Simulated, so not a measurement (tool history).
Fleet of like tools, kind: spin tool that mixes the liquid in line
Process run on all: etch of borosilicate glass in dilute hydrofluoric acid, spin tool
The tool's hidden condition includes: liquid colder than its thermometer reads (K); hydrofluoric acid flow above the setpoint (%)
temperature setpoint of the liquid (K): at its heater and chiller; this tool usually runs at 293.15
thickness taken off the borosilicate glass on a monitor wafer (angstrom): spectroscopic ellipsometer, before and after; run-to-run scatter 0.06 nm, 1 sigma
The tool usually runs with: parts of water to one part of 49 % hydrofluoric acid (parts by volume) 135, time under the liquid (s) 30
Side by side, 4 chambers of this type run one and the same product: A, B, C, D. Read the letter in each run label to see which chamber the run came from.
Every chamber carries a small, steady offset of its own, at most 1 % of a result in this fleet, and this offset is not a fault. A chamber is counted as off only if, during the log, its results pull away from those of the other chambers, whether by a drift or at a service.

run,hour,temperature setpoint of the liquid (K),parts of water to one part of 49 % hydrofluoric acid (parts by volume),time under the liquid (s),hours since the thermometer was replaced,hours since the hydrofluoric acid flow meter was replaced,"read-back film thickness of the borosilicate glass reference wafer, read on the same gauge (nm)",thickness taken off the borosilicate glass on a monitor wafer (angstrom)
1C,9.0,293.15,135,30,364.2,585.9,130.00,80.772
2B,16.8,293.15,135,30,767.5,941.2,130.04,81.954
3D,24.7,293.15,135,30,1523.4,109.5,130.02,82.025
4A,32.8,293.15,135,30,417.1,1827.7,129.96,82.004
5B,38.2,295.15,95,30,788.9,962.6,129.99,132.000
6D,44.7,295.15,95,30,1543.4,129.5,130.01,133.040
7A,54.2,295.15,95,30,438.5,1849.1,129.95,130.230
# hour 58.8: chamber B: thermometer replaced
8C,61.4,295.15,95,30,416.6,638.3,130.02,132.840
9D,66.4,293.15,135,30,1565.1,151.2,129.99,81.058
10B,75.0,293.15,135,30,16.2,999.4,129.99,82.395
11C,83.6,293.15,175,15,438.8,660.5,129.96,30.128
12A,91.6,293.15,175,15,475.9,1886.5,130.01,30.616
13C,96.1,293.15,175,15,451.3,673.0,130.02,29.630
14B,103.1,293.15,175,15,44.3,1027.5,129.98,30.479
15D,113.3,293.15,135,30,1612.0,198.1,129.94,80.435
16A,123.1,293.15,135,30,507.4,1918.0,129.96,82.030
17D,129.5,293.15,135,30,1628.2,214.3,130.00,80.611
18B,139.5,293.15,135,30,80.7,1063.9,129.99,82.896
19A,149.0,293.15,135,30,533.3,1943.9,129.99,80.669
20C,158.8,293.15,135,30,514.0,735.7,130.04,80.799
21C,167.7,295.65,135,30,522.9,744.6,130.05,89.591
22D,175.2,295.65,135,30,1673.9,260.0,130.00,87.091
23B,184.2,295.65,135,30,125.4,1108.6,130.04,89.439
24A,189.7,295.65,135,30,574.0,1984.6,130.04,90.267
25C,199.3,293.15,135,30,554.5,776.2,129.98,81.729
26D,206.6,293.15,135,30,1705.3,291.4,130.04,77.740

For the next run the whole fleet of 4 chambers uses the same settings. Give each chamber's results:
27A,214.0,293.15,135,30,,,,?
27B,214.0,293.15,135,30,,,,?
27C,214.0,293.15,135,30,,,,?
27D,214.0,293.15,135,30,,,,?

run,thickness taken off the borosilicate glass on a monitor wafer (angstrom)
27A,81.247
27B,81.761
27C,81.279
27D,77.252

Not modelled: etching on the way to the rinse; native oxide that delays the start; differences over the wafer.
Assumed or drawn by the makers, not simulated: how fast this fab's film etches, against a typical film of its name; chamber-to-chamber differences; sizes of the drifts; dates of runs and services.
